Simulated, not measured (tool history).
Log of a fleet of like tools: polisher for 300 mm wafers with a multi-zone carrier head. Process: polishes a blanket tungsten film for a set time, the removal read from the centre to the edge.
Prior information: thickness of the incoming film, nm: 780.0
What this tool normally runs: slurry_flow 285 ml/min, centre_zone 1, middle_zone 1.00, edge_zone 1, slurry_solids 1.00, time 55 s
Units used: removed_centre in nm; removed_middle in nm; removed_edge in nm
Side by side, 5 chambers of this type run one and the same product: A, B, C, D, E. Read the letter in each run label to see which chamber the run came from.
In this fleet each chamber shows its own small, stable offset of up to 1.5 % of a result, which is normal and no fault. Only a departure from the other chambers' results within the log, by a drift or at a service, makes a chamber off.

{"day": 0.067, "done": "chamber B: slurry nozzle cleaned"}
{"run": "1B", "day": 0.279, "slurry_flow": 285, "centre_zone": 1, "middle_zone": 1.0, "edge_zone": 1, "slurry_solids": 1.0, "time": 55, "removed_centre": 236.99, "removed_middle": 234.26, "removed_edge": 236.86}
{"run": "2D", "day": 0.454, "slurry_flow": 285, "centre_zone": 1, "middle_zone": 1.0, "edge_zone": 1, "slurry_solids": 1.0, "time": 55, "removed_centre": 235.4, "removed_middle": 229.54, "removed_edge": 235.69}
{"run": "3E", "day": 0.762, "slurry_flow": 285, "centre_zone": 1, "middle_zone": 1.0, "edge_zone": 1, "slurry_solids": 1.0, "time": 55, "removed_centre": 233.52, "removed_middle": 230.97, "removed_edge": 236.19}
{"day": 0.775, "done": "chamber A: worn pad replaced by a new one"}
{"day": 0.912, "done": "chamber B: worn pad replaced by a new one"}
{"run": "4A", "day": 1.096, "slurry_flow": 285, "centre_zone": 1, "middle_zone": 1.0, "edge_zone": 1, "slurry_solids": 1.0, "time": 55, "removed_centre": 234.96, "removed_middle": 232.27, "removed_edge": 231.26}
{"day": 1.346, "done": "chamber E: worn pad replaced by a new one"}
{"run": "5C", "day": 1.35, "slurry_flow": 285, "centre_zone": 1, "middle_zone": 1.0, "edge_zone": 1, "slurry_solids": 1.0, "time": 55, "removed_centre": 233.04, "removed_middle": 233.94, "removed_edge": 233.22}
{"run": "6B", "day": 1.508, "slurry_flow": 285, "centre_zone": 1, "middle_zone": 1.0, "edge_zone": 1, "slurry_solids": 1.0, "time": 55, "removed_centre": 232.57, "removed_middle": 235.17, "removed_edge": 236.98}
{"run": "7A", "day": 1.792, "slurry_flow": 285, "centre_zone": 1, "middle_zone": 1.0, "edge_zone": 1, "slurry_solids": 1.0, "time": 55, "removed_centre": 231.98, "removed_middle": 235.34, "removed_edge": 233.77}
{"run": "8D", "day": 2.1, "slurry_flow": 285, "centre_zone": 1, "middle_zone": 1.0, "edge_zone": 1, "slurry_solids": 1.0, "time": 55, "removed_centre": 236.34, "removed_middle": 233.06, "removed_edge": 236.79}
{"run": "9C", "day": 2.379, "slurry_flow": 285, "centre_zone": 1, "middle_zone": 1.0, "edge_zone": 1, "slurry_solids": 1.0, "time": 55, "removed_centre": 237.22, "removed_middle": 231.27, "removed_edge": 233.84}
{"day": 2.546, "done": "chamber D: centre zone pressure recalibrated"}
{"day": 2.629, "done": "chamber E: centre zone pressure recalibrated"}
{"day": 2.675, "done": "chamber A: worn pad replaced by a new one"}
{"run": "10E", "day": 2.688, "slurry_flow": 285, "centre_zone": 1, "middle_zone": 1.0, "edge_zone": 1, "slurry_solids": 1.0, "time": 55, "removed_centre": 234.25, "removed_middle": 230.28, "removed_edge": 235.26}
{"day": 2.708, "done": "chamber E: worn pad replaced by a new one"}
{"day": 2.912, "done": "chamber C: worn pad replaced by a new one"}
{"run": "11D", "day": 2.938, "slurry_flow": 285, "centre_zone": 1, "middle_zone": 1.0, "edge_zone": 1, "slurry_solids": 1.0, "time": 55, "removed_centre": 238.6, "removed_middle": 233.36, "removed_edge": 230.89}
{"run": "12A", "day": 3.104, "slurry_flow": 285, "centre_zone": 1, "middle_zone": 1.0, "edge_zone": 1, "slurry_solids": 1.0, "time": 55, "removed_centre": 230.66, "removed_middle": 234.7, "removed_edge": 233.83}
{"run": "13B", "day": 3.317, "slurry_flow": 285, "centre_zone": 1, "middle_zone": 1.08, "edge_zone": 1, "slurry_solids": 1.25, "time": 55, "removed_centre": 248.21, "removed_middle": 262.16, "removed_edge": 250.37}
{"day": 3.433, "done": "chamber D: slurry nozzle cleaned"}
{"run": "14E", "day": 3.508, "slurry_flow": 285, "centre_zone": 1, "middle_zone": 1.08, "edge_zone": 1, "slurry_solids": 1.25, "time": 55, "removed_centre": 250.25, "removed_middle": 266.07, "removed_edge": 247.51}
{"day": 3.646, "done": "chamber E: slurry nozzle cleaned"}
{"run": "15C", "day": 3.721, "slurry_flow": 285, "centre_zone": 1, "middle_zone": 1.08, "edge_zone": 1, "slurry_solids": 1.25, "time": 55, "removed_centre": 246.87, "removed_middle": 262.93, "removed_edge": 248.35}
{"run": "16D", "day": 3.95, "slurry_flow": 285, "centre_zone": 1, "middle_zone": 1.08, "edge_zone": 1, "slurry_solids": 1.25, "time": 55, "removed_centre": 250.71, "removed_middle": 263.32, "removed_edge": 243.69}
{"run": "17A", "day": 4.283, "slurry_flow": 285, "centre_zone": 1, "middle_zone": 1.08, "edge_zone": 1, "slurry_solids": 1.25, "time": 55, "removed_centre": 244.96, "removed_middle": 264.54, "removed_edge": 245.98}
{"day": 4.429, "done": "chamber E: worn pad replaced by a new one"}
{"day": 4.467, "done": "chamber B: worn pad replaced by a new one"}
{"run": "18C", "day": 4.583, "slurry_flow": 285, "centre_zone": 1, "middle_zone": 1.0, "edge_zone": 1, "slurry_solids": 1.0, "time": 70, "removed_centre": 295.29, "removed_middle": 295.2, "removed_edge": 302.09}
{"day": 4.638, "done": "chamber A: worn pad replaced by a new one"}
{"run": "19B", "day": 4.762, "slurry_flow": 285, "centre_zone": 1, "middle_zone": 1.0, "edge_zone": 1, "slurry_solids": 1.0, "time": 70, "removed_centre": 298.22, "removed_middle": 298.26, "removed_edge": 298.02}
{"run": "20E", "day": 5.042, "slurry_flow": 285, "centre_zone": 1, "middle_zone": 1.0, "edge_zone": 1, "slurry_solids": 1.0, "time": 70, "removed_centre": 301.44, "removed_middle": 297.94, "removed_edge": 303.18}
{"run": "21C", "day": 5.333, "slurry_flow": 285, "centre_zone": 1, "middle_zone": 1.0, "edge_zone": 1, "slurry_solids": 1.0, "time": 70, "removed_centre": 300.73, "removed_middle": 296.36, "removed_edge": 299.24}
{"day": 5.479, "done": "chamber C: worn pad replaced by a new one"}
{"run": "22A", "day": 5.65, "slurry_flow": 285, "centre_zone": 1, "middle_zone": 1.0, "edge_zone": 1, "slurry_solids": 1.0, "time": 70, "removed_centre": 293.56, "removed_middle": 301.07, "removed_edge": 296.11}
{"run": "23D", "day": 5.933, "slurry_flow": 285, "centre_zone": 1, "middle_zone": 1.0, "edge_zone": 1, "slurry_solids": 1.0, "time": 55, "removed_centre": 231.81, "removed_middle": 227.41, "removed_edge": 223.5}
{"day": 6.05, "done": "chamber E: worn pad replaced by a new one"}
{"day": 6.108, "done": "chamber C: edge zone pressure recalibrated"}
{"day": 6.225, "done": "chamber C: slurry nozzle cleaned"}
{"run": "24E", "day": 6.267, "slurry_flow": 285, "centre_zone": 1, "middle_zone": 1.0, "edge_zone": 1, "slurry_solids": 1.0, "time": 55, "removed_centre": 236.14, "removed_middle": 234.5, "removed_edge": 235.42}
{"day": 6.5, "done": "chamber A: worn pad replaced by a new one"}
{"run": "25B", "day": 6.512, "slurry_flow": 285, "centre_zone": 1, "middle_zone": 1.0, "edge_zone": 1, "slurry_solids": 1.0, "time": 55, "removed_centre": 231.13, "removed_middle": 235.82, "removed_edge": 237.46}
{"run": "26A", "day": 6.742, "slurry_flow": 285, "centre_zone": 1, "middle_zone": 1.0, "edge_zone": 1, "slurry_solids": 1.0, "time": 55, "removed_centre": 235.49, "removed_middle": 234.4, "removed_edge": 230.93}
{"run": "27B", "day": 7.025, "slurry_flow": 285, "centre_zone": 1, "middle_zone": 1.0, "edge_zone": 1, "slurry_solids": 1.0, "time": 55, "removed_centre": 230.4, "removed_middle": 234.5, "removed_edge": 236.43}
{"run": "28C", "day": 7.188, "slurry_flow": 285, "centre_zone": 1, "middle_zone": 1.0, "edge_zone": 1, "slurry_solids": 1.0, "time": 55, "removed_centre": 237.25, "removed_middle": 232.86, "removed_edge": 233.44}
{"run": "29D", "day": 7.475, "slurry_flow": 285, "centre_zone": 1, "middle_zone": 1.0, "edge_zone": 1, "slurry_solids": 1.0, "time": 55, "removed_centre": 223.28, "removed_middle": 221.7, "removed_edge": 221.73}
{"run": "30E", "day": 7.671, "slurry_flow": 285, "centre_zone": 1, "middle_zone": 1.0, "edge_zone": 1, "slurry_solids": 1.0, "time": 55, "removed_centre": 232.75, "removed_middle": 231.94, "removed_edge": 234.83}

Has any chamber moved away from the others, gradually or after a service, or does the common gauge drift, or do the chambers differ only by their own small steady offsets? State the chamber and the most likely cause if one applies.

Little by little, chamber D moves away from the other chambers.
Cause: removal rate lost through wear of the pad, % = 5.25.

Below are 4 candidate recipes for chamber D's next run, each the usual settings with a change, their results shown as question marks. Which of them brings D's results back in line with what the other chambers give on the usual settings?
A result is in line if it is within this distance of the other chambers' mean on the usual settings: removed_centre 7.10 nm; removed_middle 6.10 nm; removed_edge 5.30 nm
{"run": "31D-1", "day": 7.917, "slurry_flow": 285, "centre_zone": 1.0, "middle_zone": 1.0, "edge_zone": 1.0, "slurry_solids": 1.0, "time": 54, "removed_centre": "?", "removed_middle": "?", "removed_edge": "?"}
{"run": "31D-2", "day": 7.917, "slurry_flow": 285, "centre_zone": 1.0, "middle_zone": 1.0, "edge_zone": 1.0, "slurry_solids": 1.0, "time": 56, "removed_centre": "?", "removed_middle": "?", "removed_edge": "?"}
{"run": "31D-3", "day": 7.917, "slurry_flow": 285, "centre_zone": 0.99, "middle_zone": 1.0, "edge_zone": 1.01, "slurry_solids": 1.0, "time": 58, "removed_centre": "?", "removed_middle": "?", "removed_edge": "?"}
{"run": "31D-4", "day": 7.917, "slurry_flow": 285, "centre_zone": 1.01, "middle_zone": 1.0, "edge_zone": 0.99, "slurry_solids": 1.0, "time": 52, "removed_centre": "?", "removed_middle": "?", "removed_edge": "?"}

Average result of the remaining chambers running the usual settings: removed_centre 233.51 nm; removed_middle 232.94 nm; removed_edge 234.42 nm
run=31D-1 removed_centre=219.85 removed_middle=216.95 removed_edge=216.36
run=31D-2 removed_centre=227.99 removed_middle=224.99 removed_edge=224.38
run=31D-3 removed_centre=233.57 removed_middle=233.03 removed_edge=233.63
run=31D-4 removed_centre=214.00 removed_middle=208.91 removed_edge=207.24
The right change is 31D-3: it brings the chamber back within the allowed miss of the others.
